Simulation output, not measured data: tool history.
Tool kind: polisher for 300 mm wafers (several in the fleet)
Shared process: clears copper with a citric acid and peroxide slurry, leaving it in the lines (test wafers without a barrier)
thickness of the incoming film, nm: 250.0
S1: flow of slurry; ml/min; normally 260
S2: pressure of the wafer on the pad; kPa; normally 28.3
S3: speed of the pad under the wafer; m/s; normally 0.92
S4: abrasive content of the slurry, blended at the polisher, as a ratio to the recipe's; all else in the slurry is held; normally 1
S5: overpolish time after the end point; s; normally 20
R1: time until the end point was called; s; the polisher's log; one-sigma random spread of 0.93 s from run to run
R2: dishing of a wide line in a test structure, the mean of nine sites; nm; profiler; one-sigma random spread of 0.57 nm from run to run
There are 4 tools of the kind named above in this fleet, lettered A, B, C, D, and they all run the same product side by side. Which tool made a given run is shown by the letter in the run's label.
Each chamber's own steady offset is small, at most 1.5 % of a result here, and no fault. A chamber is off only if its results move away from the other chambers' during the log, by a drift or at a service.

{"hour": 0.1, "done": "chamber C: worn pad replaced by a new one"}
{"run": "1A", "hour": 5.6, "S1": 260, "S2": 28.3, "S3": 0.92, "S4": 1, "S5": 20, "R1": 110.62, "R2": 31.955}
{"run": "2D", "hour": 16.6, "S1": 260, "S2": 28.3, "S3": 0.92, "S4": 1, "S5": 20, "R1": 110.18, "R2": 32.824}
{"hour": 24.4, "done": "chamber B: slurry blender recalibrated"}
{"run": "3C", "hour": 25.6, "S1": 260, "S2": 28.3, "S3": 0.92, "S4": 1, "S5": 20, "R1": 108.86, "R2": 32.363}
{"hour": 26.7, "done": "chamber A: slurry nozzle cleaned"}
{"run": "4B", "hour": 33.6, "S1": 260, "S2": 28.3, "S3": 0.92, "S4": 1, "S5": 20, "R1": 108.98, "R2": 32.792}
{"run": "5C", "hour": 39.2, "S1": 260, "S2": 28.3, "S3": 0.92, "S4": 1, "S5": 20, "R1": 110.74, "R2": 32.088}
{"run": "6A", "hour": 51.5, "S1": 260, "S2": 28.3, "S3": 0.92, "S4": 1, "S5": 20, "R1": 110.74, "R2": 32.528}
{"run": "7D", "hour": 59.2, "S1": 260, "S2": 28.3, "S3": 0.92, "S4": 1, "S5": 20, "R1": 108.46, "R2": 31.62}
{"hour": 59.8, "done": "chamber A: head pressure recalibrated"}
{"hour": 63.3, "done": "chamber B: worn pad replaced by a new one"}
{"run": "8B", "hour": 65.4, "S1": 260, "S2": 28.3, "S3": 0.92, "S4": 1, "S5": 20, "R1": 109.29, "R2": 32.298}
{"run": "9B", "hour": 72.7, "S1": 260, "S2": 28.3, "S3": 0.92, "S4": 1, "S5": 20, "R1": 108.88, "R2": 32.934}
{"run": "10D", "hour": 85.4, "S1": 260, "S2": 28.3, "S3": 0.92, "S4": 1, "S5": 20, "R1": 109.18, "R2": 32.372}
{"run": "11C", "hour": 96.7, "S1": 260, "S2": 19.3, "S3": 0.92, "S4": 1, "S5": 20, "R1": 159, "R2": 23.738}
{"hour": 98.0, "done": "chamber B: slurry nozzle cleaned"}
{"run": "12A", "hour": 107.3, "S1": 260, "S2": 19.3, "S3": 0.92, "S4": 1, "S5": 20, "R1": 160.75, "R2": 23.38}
{"run": "13A", "hour": 114.3, "S1": 260, "S2": 19.3, "S3": 0.92, "S4": 1, "S5": 20, "R1": 160.04, "R2": 23.336}
{"hour": 123.8, "done": "chamber D: slurry nozzle cleaned"}
{"run": "14D", "hour": 124.8, "S1": 260, "S2": 19.3, "S3": 0.92, "S4": 1, "S5": 20, "R1": 158.76, "R2": 22.735}
{"run": "15B", "hour": 136.3, "S1": 260, "S2": 28.3, "S3": 0.92, "S4": 1, "S5": 20, "R1": 110.24, "R2": 32.27}
{"run": "16C", "hour": 142.9, "S1": 260, "S2": 28.3, "S3": 0.92, "S4": 1, "S5": 20, "R1": 110.77, "R2": 32.673}
{"run": "17B", "hour": 150.1, "S1": 260, "S2": 28.3, "S3": 0.92, "S4": 1, "S5": 20, "R1": 109.46, "R2": 33.338}
{"hour": 152.7, "done": "chamber C: worn pad replaced by a new one"}
{"hour": 157.3, "done": "chamber A: worn pad replaced by a new one"}
{"run": "18C", "hour": 161.2, "S1": 295, "S2": 28.3, "S3": 0.92, "S4": 1, "S5": 10, "R1": 106.12, "R2": 17.901}
{"run": "19A", "hour": 168.7, "S1": 295, "S2": 28.3, "S3": 0.92, "S4": 1, "S5": 10, "R1": 107.64, "R2": 17.987}
{"run": "20D", "hour": 177.6, "S1": 295, "S2": 28.3, "S3": 0.92, "S4": 1, "S5": 10, "R1": 110.13, "R2": 17.066}
{"run": "21A", "hour": 184.1, "S1": 295, "S2": 28.3, "S3": 0.92, "S4": 1, "S5": 10, "R1": 108.79, "R2": 17.713}
{"hour": 194.6, "done": "chamber B: worn pad replaced by a new one"}
{"run": "22D", "hour": 196.2, "S1": 260, "S2": 28.3, "S3": 0.92, "S4": 1, "S5": 20, "R1": 112.1, "R2": 31.968}
{"run": "23C", "hour": 206.4, "S1": 260, "S2": 28.3, "S3": 0.92, "S4": 1, "S5": 20, "R1": 109.65, "R2": 32.672}
{"run": "24B", "hour": 213.7, "S1": 260, "S2": 28.3, "S3": 0.92, "S4": 1, "S5": 20, "R1": 110.46, "R2": 32.107}
{"run": "25D", "hour": 224.7, "S1": 260, "S2": 35.9, "S3": 0.92, "S4": 1, "S5": 20, "R1": 87.285, "R2": 38.707}
{"run": "26B", "hour": 237.5, "S1": 260, "S2": 35.9, "S3": 0.92, "S4": 1, "S5": 20, "R1": 86.173, "R2": 40.797}
{"run": "27A", "hour": 248.7, "S1": 260, "S2": 35.9, "S3": 0.92, "S4": 1, "S5": 20, "R1": 87.15, "R2": 41.232}
{"run": "28C", "hour": 254.8, "S1": 260, "S2": 35.9, "S3": 0.92, "S4": 1, "S5": 20, "R1": 86.127, "R2": 40.13}
{"run": "29D", "hour": 266.6, "S1": 260, "S2": 28.3, "S3": 1.22, "S4": 1.1, "S5": 20, "R1": 83.079, "R2": 40.424}
{"run": "30A", "hour": 272.5, "S1": 260, "S2": 28.3, "S3": 1.22, "S4": 1.1, "S5": 20, "R1": 81.362, "R2": 41.184}
{"hour": 283.4, "done": "chamber B: slurry blender recalibrated"}
{"hour": 283.6, "done": "chamber C: worn pad replaced by a new one"}
{"run": "31C", "hour": 283.9, "S1": 260, "S2": 28.3, "S3": 1.22, "S4": 1.1, "S5": 20, "R1": 81.734, "R2": 42.488}
{"hour": 292.5, "done": "chamber C: slurry blender recalibrated"}
{"run": "32B", "hour": 294.1, "S1": 260, "S2": 28.3, "S3": 1.22, "S4": 1.1, "S5": 20, "R1": 81.539, "R2": 40.676}
{"run": "33D", "hour": 303.0, "S1": 260, "S2": 28.3, "S3": 0.92, "S4": 1, "S5": 20, "R1": 113.27, "R2": 31.277}
{"hour": 314.3, "done": "chamber B: slurry nozzle cleaned"}
{"run": "34A", "hour": 315.8, "S1": 260, "S2": 28.3, "S3": 0.92, "S4": 1, "S5": 20, "R1": 110.09, "R2": 32.249}
{"run": "35B", "hour": 322.1, "S1": 260, "S2": 28.3, "S3": 0.92, "S4": 1, "S5": 20, "R1": 108.84, "R2": 32.722}
{"hour": 328.2, "done": "chamber A: slurry blender recalibrated"}
{"run": "36C", "hour": 328.4, "S1": 260, "S2": 28.3, "S3": 0.92, "S4": 1, "S5": 20, "R1": 110.26, "R2": 33.806}
{"hour": 335.8, "done": "chamber B: worn pad replaced by a new one"}
{"run": "37B", "hour": 340.6, "S1": 260, "S2": 28.3, "S3": 0.92, "S4": 1, "S5": 20, "R1": 109.86, "R2": 31.942}
{"run": "38A", "hour": 352.7, "S1": 260, "S2": 28.3, "S3": 0.92, "S4": 1, "S5": 20, "R1": 109.84, "R2": 31.475}
{"run": "39C", "hour": 359.4, "S1": 260, "S2": 28.3, "S3": 0.92, "S4": 1, "S5": 20, "R1": 109.23, "R2": 33.462}
{"hour": 364.9, "done": "chamber D: slurry blender recalibrated"}
{"run": "40D", "hour": 368.4, "S1": 260, "S2": 28.3, "S3": 0.92, "S4": 1, "S5": 20, "R1": 114.44, "R2": 29.945}
{"run": "41C", "hour": 376.7, "S1": 260, "S2": 28.3, "S3": 0.92, "S4": 1, "S5": 20, "R1": 108.31, "R2": 32.475}
{"run": "42B", "hour": 383.3, "S1": 260, "S2": 28.3, "S3": 0.92, "S4": 1, "S5": 20, "R1": 110.52, "R2": 32.022}
{"run": "43A", "hour": 395.0, "S1": 260, "S2": 37.2, "S3": 0.92, "S4": 0.85, "S5": 20, "R1": 87.15, "R2": 39.944}
{"run": "44D", "hour": 406.3, "S1": 260, "S2": 37.2, "S3": 0.92, "S4": 0.85, "S5": 20, "R1": 90.522, "R2": 37.475}

Is one chamber off against the others, does the gauge drift, or is nothing wrong? If a chamber is off, say which, and what the likeliest cause is.

It is chamber D that slowly wanders off from its peers.
Likeliest cause: removal rate lost through wear of the pad, % = 6.44.
Not necessarily distinguishable in this log from: head's pressure below its setpoint, %.

Which of the 4 candidates below, each the usual settings with something changed and its results left as question marks, puts chamber D back in line with what the other chambers give on the usual settings?
In-line tolerance around the mean of the other chambers on the usual settings: R1 3.3 s; R2 2 nm
{"run": "45D-1", "hour": 415.6, "S1": 260, "S2": 29.6, "S3": 0.98, "S4": 1, "S5": 21, "R1": "?", "R2": "?"}
{"run": "45D-2", "hour": 415.6, "S1": 260, "S2": 27.6, "S3": 0.9, "S4": 1, "S5": 19, "R1": "?", "R2": "?"}
{"run": "45D-3", "hour": 415.6, "S1": 260, "S2": 29, "S3": 0.94, "S4": 1, "S5": 21, "R1": "?", "R2": "?"}
{"run": "45D-4", "hour": 415.6, "S1": 260, "S2": 26.9, "S3": 0.86, "S4": 1, "S5": 19, "R1": "?", "R2": "?"}

The other chambers' mean on the usual settings: R1 109.72 s; R2 32.582 nm
run=45D-1 R1=102.97 R2=35.118
run=45D-2 R1=120.19 R2=28.017
run=45D-3 R1=109.8 R2=33.193
run=45D-4 R1=128.84 R2=26.312
It is 45D-3 that realigns the chamber with its peers.

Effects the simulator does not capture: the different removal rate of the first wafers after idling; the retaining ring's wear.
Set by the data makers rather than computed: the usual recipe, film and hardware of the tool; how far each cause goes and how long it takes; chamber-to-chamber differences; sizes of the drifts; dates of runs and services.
